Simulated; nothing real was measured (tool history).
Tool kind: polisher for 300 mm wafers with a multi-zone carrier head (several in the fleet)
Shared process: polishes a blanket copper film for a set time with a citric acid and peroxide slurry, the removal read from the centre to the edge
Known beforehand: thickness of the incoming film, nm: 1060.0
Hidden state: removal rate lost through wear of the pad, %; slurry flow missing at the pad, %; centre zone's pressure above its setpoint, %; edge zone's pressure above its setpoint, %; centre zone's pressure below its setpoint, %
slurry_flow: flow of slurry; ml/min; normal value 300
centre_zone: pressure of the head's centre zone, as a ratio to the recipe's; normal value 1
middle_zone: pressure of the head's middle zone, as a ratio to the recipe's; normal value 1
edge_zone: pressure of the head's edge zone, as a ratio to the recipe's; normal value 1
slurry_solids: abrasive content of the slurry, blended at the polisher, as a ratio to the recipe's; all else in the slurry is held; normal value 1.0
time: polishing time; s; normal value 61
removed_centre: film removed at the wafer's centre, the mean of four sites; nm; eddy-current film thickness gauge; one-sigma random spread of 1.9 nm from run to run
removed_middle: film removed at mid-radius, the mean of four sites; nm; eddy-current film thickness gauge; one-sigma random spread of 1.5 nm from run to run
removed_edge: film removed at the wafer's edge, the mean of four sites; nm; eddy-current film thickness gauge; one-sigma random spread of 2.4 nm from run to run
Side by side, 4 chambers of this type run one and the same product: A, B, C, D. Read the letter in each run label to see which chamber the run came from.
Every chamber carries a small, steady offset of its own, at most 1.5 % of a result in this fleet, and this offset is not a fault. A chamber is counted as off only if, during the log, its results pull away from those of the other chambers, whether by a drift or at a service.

run   hour  slurry_flow  centre_zone  middle_zone  edge_zone  slurry_solids  time  wafers polished on this pad  hours since the slurry nozzle was cleaned  hours since the centre zone pressure was calibrated  hours since the edge zone pressure was calibrated  removed_centre  removed_middle  removed_edge
 1B    3.1          300            1            1          1            1.0    61                          286                                       96.2                                                483.0                                              386.9          171.44          175.53        165.81
 2D    6.8          300            1            1          1            1.0    61                          230                                      744.7                                                103.5                                              340.2          169.32          172.78        170.29
 3A   10.9          300            1            1          1            1.0    61                          436                                      114.1                                                685.0                                              327.0          168.61          171.38        170.56
 4C   14.2          300            1            1          1            1.0    61                          456                                      581.0                                                999.6                                              358.2          170.01          167.94        169.50
 5A   19.0          300            1            1          1            1.0    61                          506                                      122.2                                                693.1                                              335.1          171.66          173.04        169.87
 6D   23.8          300            1            1          1            1.0    61                          376                                      761.7                                                120.5                                              357.2          171.61          171.84        170.67
      28.3  -- chamber C: worn pad replaced by a new one
 7C   28.6          300            1            1          1            1.0    61                            2                                      595.4                                               1014.0                                              372.6          174.74          174.05        169.40
 8B   33.8          300            1            1          1            1.0    61                          550                                      126.9                                                513.7                                              417.6          171.46          171.64        168.34
 9A   38.3          300            1            1          1            1.0    61                          671                                      141.5                                                712.4                                              354.4          172.63          170.32        170.28
10D   41.4          300            1            1          1            1.0    61                          528                                      779.3                                                138.1                                              374.8          172.65          170.65        174.11
11C   45.1          300            1            1          1            1.0    61                          144                                      611.9                                               1030.5                                              389.1          171.43          175.01        166.71
12B   49.3          300            1            1          1            1.0    61                          683                                      142.4                                                529.2                                              433.1          171.63          172.98        168.57
13B   53.2          300            1            1          1            1.0    61                          717                                      146.3                                                533.1                                              437.0          173.44          173.60        172.66
      53.9  -- chamber D: worn pad replaced by a new one
14C   58.0          300            1            1          1            1.0    61                          255                                      624.8                                               1043.4                                              402.0          173.95          173.22        166.62
15A   60.7          300            1            1          1            1.0    61                          864                                      163.9                                                734.8                                              376.8          168.72          166.23        164.97
16D   63.2          300            1            1          1            1.0    61                           80                                      801.1                                                159.9                                              396.6          177.32          169.48        177.37
17D   66.1          300            1            1          1            1.0    61                          105                                      804.0                                                162.8                                              399.5          174.18          171.21        171.45
18A   69.3          300            1            1          1            1.2    61                          938                                      172.5                                                743.4                                              385.4          171.54          173.14        170.24
19C   72.3          300            1            1          1            1.2    61                          378                                      639.1                                               1057.7                                              416.3          180.65          180.08        177.31
      74.4  -- chamber D: slurry nozzle cleaned
20B   76.9          300            1            1          1            1.2    61                          920                                      170.0                                                556.8                                              460.7          176.04          177.86        177.76
21D   81.5          300            1            1          1            1.2    61                          237                                        7.2                                                178.2                                              414.9          179.45          177.62        178.85
22C   84.6          300            1            1          1            1.0    61                          483                                      651.4                                               1070.0                                              428.6          171.37          170.56        168.50
23A   88.6          300            1            1          1            1.0    61                         1103                                      191.8                                                762.7                                              404.7          162.58          158.88        161.36
24B   91.9          300            1            1          1            1.0    61                         1049                                      185.0                                                571.8                                              475.7          169.98          171.23        173.68
25C   94.6          245            1            1          1            1.0    61                          569                                      661.4                                               1080.0                                              438.6          167.32          168.95        169.04
26A  100.2          245            1            1          1            1.0    61                         1203                                      203.4                                                774.3                                              416.3          152.65          153.38        152.56
27B  105.0          245            1            1          1            1.0    61                         1161                                      198.1                                                584.9                                              488.8          163.47          169.32        170.73
28D  108.4          245            1            1          1            1.0    61                          468                                       34.1                                                205.1                                              441.8          168.16          167.99        168.45

Has any chamber moved away from the others, gradually or after a service, or does the common gauge drift, or do the chambers differ only by their own small steady offsets? State the chamber and the most likely cause if one applies.

Little by little, chamber A moves away from the other chambers.
What lies behind it: removal rate lost through wear of the pad, % = 11.

Here are 4 candidates for chamber A's next run, each the usual settings with a change, their results left as question marks. Which one brings its results back in line with what the others give on the usual settings?
In-line tolerance around the mean of the other chambers on the usual settings: removed_centre 6.70 nm; removed_middle 5.20 nm; removed_edge 8.20 nm
29A-1  112.5          305         1.00            1       1.01            1.0    68                                                                                                                                                                                               ?               ?             ?
29A-2  112.5          300         1.00            1       1.00            1.0    63                                                                                                                                                                                               ?               ?             ?
29A-3  112.5          300         1.01            1       0.99            1.0    55                                                                                                                                                                                               ?               ?             ?
29A-4  112.5          300         1.00            1       1.00            1.0    59                                                                                                                                                                                               ?               ?             ?

Other chambers, usual settings, mean: removed_centre 170.62 nm; removed_middle 171.50 nm; removed_edge 170.25 nm
  run  removed_centre  removed_middle  removed_edge
29A-1          172.46          169.87        171.50
29A-2          159.49          157.13        157.88
29A-3          140.74          137.17        137.12
29A-4          149.37          147.15        147.86
The right change is 29A-1: it brings the chamber back within the allowed miss of the others.
